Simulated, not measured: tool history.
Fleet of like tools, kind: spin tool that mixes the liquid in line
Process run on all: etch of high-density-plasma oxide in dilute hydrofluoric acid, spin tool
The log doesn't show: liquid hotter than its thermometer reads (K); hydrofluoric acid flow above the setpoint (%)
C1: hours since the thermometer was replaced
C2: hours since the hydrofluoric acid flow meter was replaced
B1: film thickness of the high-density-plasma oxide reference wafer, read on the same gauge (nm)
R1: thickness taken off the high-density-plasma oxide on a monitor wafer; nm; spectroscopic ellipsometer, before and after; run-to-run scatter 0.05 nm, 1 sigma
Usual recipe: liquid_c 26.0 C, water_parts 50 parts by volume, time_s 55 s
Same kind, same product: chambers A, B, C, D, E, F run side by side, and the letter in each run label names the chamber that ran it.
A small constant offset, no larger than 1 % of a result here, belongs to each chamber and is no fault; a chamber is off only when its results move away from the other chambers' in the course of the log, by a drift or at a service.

{"run": "1C", "day": 0.212, "liquid_c": 26.0, "water_parts": 50, "time_s": 55, "C1": 1243.0, "C2": 795.1, "B1": 130.03, "R1": 9.7575}
{"run": "2B", "day": 0.429, "liquid_c": 26.0, "water_parts": 50, "time_s": 55, "C1": 1094.0, "C2": 467.5, "B1": 130.0, "R1": 9.7491}
{"run": "3A", "day": 0.612, "liquid_c": 26.0, "water_parts": 50, "time_s": 55, "C1": 687.6, "C2": 853.0, "B1": 130.01, "R1": 9.6923}
{"run": "4E", "day": 0.758, "liquid_c": 26.0, "water_parts": 50, "time_s": 55, "C1": 36.6, "C2": 420.8, "B1": 129.98, "R1": 9.7986}
{"run": "5D", "day": 0.871, "liquid_c": 26.0, "water_parts": 50, "time_s": 55, "C1": 1802.2, "C2": 687.5, "B1": 130.03, "R1": 9.7171}
{"run": "6F", "day": 1.004, "liquid_c": 26.0, "water_parts": 50, "time_s": 55, "C1": 1540.8, "C2": 152.0, "B1": 129.96, "R1": 9.8141}
{"run": "7C", "day": 1.129, "liquid_c": 26.0, "water_parts": 50, "time_s": 55, "C1": 1265.0, "C2": 817.1, "B1": 130.03, "R1": 9.6954}
{"run": "8B", "day": 1.233, "liquid_c": 26.0, "water_parts": 50, "time_s": 55, "C1": 1113.3, "C2": 486.8, "B1": 130.01, "R1": 9.6693}
{"run": "9A", "day": 1.388, "liquid_c": 26.0, "water_parts": 50, "time_s": 55, "C1": 706.2, "C2": 871.6, "B1": 130.02, "R1": 9.6833}
{"run": "10F", "day": 1.504, "liquid_c": 24.0, "water_parts": 50, "time_s": 55, "C1": 1552.8, "C2": 164.0, "B1": 130.01, "R1": 9.0154}
{"day": 1.583, "done": "chamber A: thermometer replaced"}
{"run": "11D", "day": 1.717, "liquid_c": 24.0, "water_parts": 50, "time_s": 55, "C1": 1822.5, "C2": 707.8, "B1": 130.0, "R1": 8.8015}
{"run": "12E", "day": 1.867, "liquid_c": 24.0, "water_parts": 50, "time_s": 55, "C1": 63.2, "C2": 447.4, "B1": 130.0, "R1": 8.9671}
{"run": "13F", "day": 1.971, "liquid_c": 24.0, "water_parts": 50, "time_s": 55, "C1": 1564.0, "C2": 175.2, "B1": 130.02, "R1": 8.933}
{"day": 2.042, "done": "chamber A: hydrofluoric acid flow meter replaced"}
{"run": "14B", "day": 2.071, "liquid_c": 24.0, "water_parts": 50, "time_s": 55, "C1": 1133.4, "C2": 506.9, "B1": 129.97, "R1": 8.9549}
{"run": "15E", "day": 2.208, "liquid_c": 24.0, "water_parts": 50, "time_s": 55, "C1": 71.4, "C2": 455.6, "B1": 129.99, "R1": 8.9281}
{"run": "16A", "day": 2.342, "liquid_c": 26.0, "water_parts": 50, "time_s": 55, "C1": 18.2, "C2": 7.2, "B1": 130.03, "R1": 9.6274}
{"run": "17C", "day": 2.488, "liquid_c": 26.0, "water_parts": 50, "time_s": 55, "C1": 1297.6, "C2": 849.7, "B1": 129.99, "R1": 9.6372}
{"run": "18D", "day": 2.642, "liquid_c": 26.0, "water_parts": 50, "time_s": 55, "C1": 1844.7, "C2": 730.0, "B1": 129.98, "R1": 9.6207}
{"run": "19E", "day": 2.775, "liquid_c": 26.0, "water_parts": 50, "time_s": 55, "C1": 85.0, "C2": 469.2, "B1": 130.01, "R1": 9.6341}
{"run": "20F", "day": 2.992, "liquid_c": 26.0, "water_parts": 50, "time_s": 55, "C1": 1588.5, "C2": 199.7, "B1": 130.01, "R1": 9.84}
{"run": "21D", "day": 3.104, "liquid_c": 26.0, "water_parts": 50, "time_s": 55, "C1": 1855.8, "C2": 741.1, "B1": 130.02, "R1": 9.5605}
{"run": "22B", "day": 3.325, "liquid_c": 26.0, "water_parts": 50, "time_s": 55, "C1": 1163.5, "C2": 537.0, "B1": 130.01, "R1": 9.6669}
{"run": "23C", "day": 3.496, "liquid_c": 26.0, "water_parts": 50, "time_s": 55, "C1": 1321.8, "C2": 873.9, "B1": 130.01, "R1": 9.8101}
{"run": "24A", "day": 3.646, "liquid_c": 26.0, "water_parts": 65, "time_s": 30, "C1": 49.5, "C2": 38.5, "B1": 129.99, "R1": 3.9754}
{"run": "25E", "day": 3.829, "liquid_c": 26.0, "water_parts": 65, "time_s": 30, "C1": 110.3, "C2": 494.5, "B1": 129.95, "R1": 4.01}
{"run": "26D", "day": 3.975, "liquid_c": 26.0, "water_parts": 65, "time_s": 30, "C1": 1876.7, "C2": 762.0, "B1": 130.01, "R1": 3.978}
{"run": "27B", "day": 4.167, "liquid_c": 26.0, "water_parts": 65, "time_s": 30, "C1": 1183.7, "C2": 557.2, "B1": 130.02, "R1": 4.0122}
{"run": "28A", "day": 4.3, "liquid_c": 26.0, "water_parts": 65, "time_s": 30, "C1": 65.2, "C2": 54.2, "B1": 130.01, "R1": 3.9785}
{"run": "29C", "day": 4.425, "liquid_c": 26.0, "water_parts": 65, "time_s": 30, "C1": 1344.1, "C2": 896.2, "B1": 129.96, "R1": 4.0052}
{"run": "30F", "day": 4.604, "liquid_c": 26.0, "water_parts": 50, "time_s": 55, "C1": 1627.2, "C2": 238.4, "B1": 130.03, "R1": 10.079}
{"run": "31D", "day": 4.808, "liquid_c": 26.0, "water_parts": 50, "time_s": 55, "C1": 1896.7, "C2": 782.0, "B1": 130.01, "R1": 9.5944}
{"run": "32F", "day": 5.0, "liquid_c": 26.0, "water_parts": 50, "time_s": 55, "C1": 1636.7, "C2": 247.9, "B1": 130.01, "R1": 10.092}
{"run": "33E", "day": 5.133, "liquid_c": 23.5, "water_parts": 50, "time_s": 75, "C1": 141.6, "C2": 525.8, "B1": 130.0, "R1": 11.909}
{"run": "34A", "day": 5.238, "liquid_c": 23.5, "water_parts": 50, "time_s": 75, "C1": 87.7, "C2": 76.7, "B1": 130.02, "R1": 11.85}
{"run": "35B", "day": 5.412, "liquid_c": 23.5, "water_parts": 50, "time_s": 75, "C1": 1213.6, "C2": 587.1, "B1": 129.99, "R1": 12.062}
{"run": "36C", "day": 5.629, "liquid_c": 23.5, "water_parts": 50, "time_s": 75, "C1": 1373.0, "C2": 925.1, "B1": 130.05, "R1": 11.925}
{"run": "37C", "day": 5.85, "liquid_c": 23.5, "water_parts": 50, "time_s": 75, "C1": 1378.3, "C2": 930.4, "B1": 129.99, "R1": 11.947}
{"run": "38B", "day": 6.004, "liquid_c": 23.5, "water_parts": 50, "time_s": 75, "C1": 1227.8, "C2": 601.3, "B1": 129.98, "R1": 12.101}
{"run": "39D", "day": 6.204, "liquid_c": 23.5, "water_parts": 40, "time_s": 55, "C1": 1930.2, "C2": 815.5, "B1": 129.92, "R1": 11.002}
{"run": "40E", "day": 6.346, "liquid_c": 23.5, "water_parts": 40, "time_s": 55, "C1": 170.7, "C2": 554.9, "B1": 130.02, "R1": 10.986}

Is one chamber out of step, is the gauge drifting, or do the chambers differ by no more than their own small offsets? For an off chamber, give its letter and the likeliest cause.

One chamber, F, drifts off from the rest bit by bit.
What lies behind it: hydrofluoric acid flow above the setpoint (%) = 5.1.
With only this log, it may be confused with: liquid hotter than its thermometer reads (K).

Which of the 4 candidates below, each the usual settings with something changed and its results left as question marks, puts chamber F back in line with what the other chambers give on the usual settings?
Maximum distance from the other chambers' mean on the usual settings for a result to count as in line: R1 0.1700 nm
{"run": "41F-1", "day": 6.504, "liquid_c": 24.5, "water_parts": 50, "time_s": 55, "R1": "?"}
{"run": "41F-2", "day": 6.504, "liquid_c": 25.5, "water_parts": 55, "time_s": 55, "R1": "?"}
{"run": "41F-3", "day": 6.504, "liquid_c": 26.5, "water_parts": 45, "time_s": 55, "R1": "?"}
{"run": "41F-4", "day": 6.504, "liquid_c": 27.5, "water_parts": 50, "time_s": 55, "R1": "?"}

What the other chambers average on the usual settings: R1 9.6789 nm
run=41F-1 R1=9.7214
run=41F-2 R1=9.1514
run=41F-3 R1=11.7820
run=41F-4 R1=10.9700
41F-1 puts the chamber back in line with the other chambers.
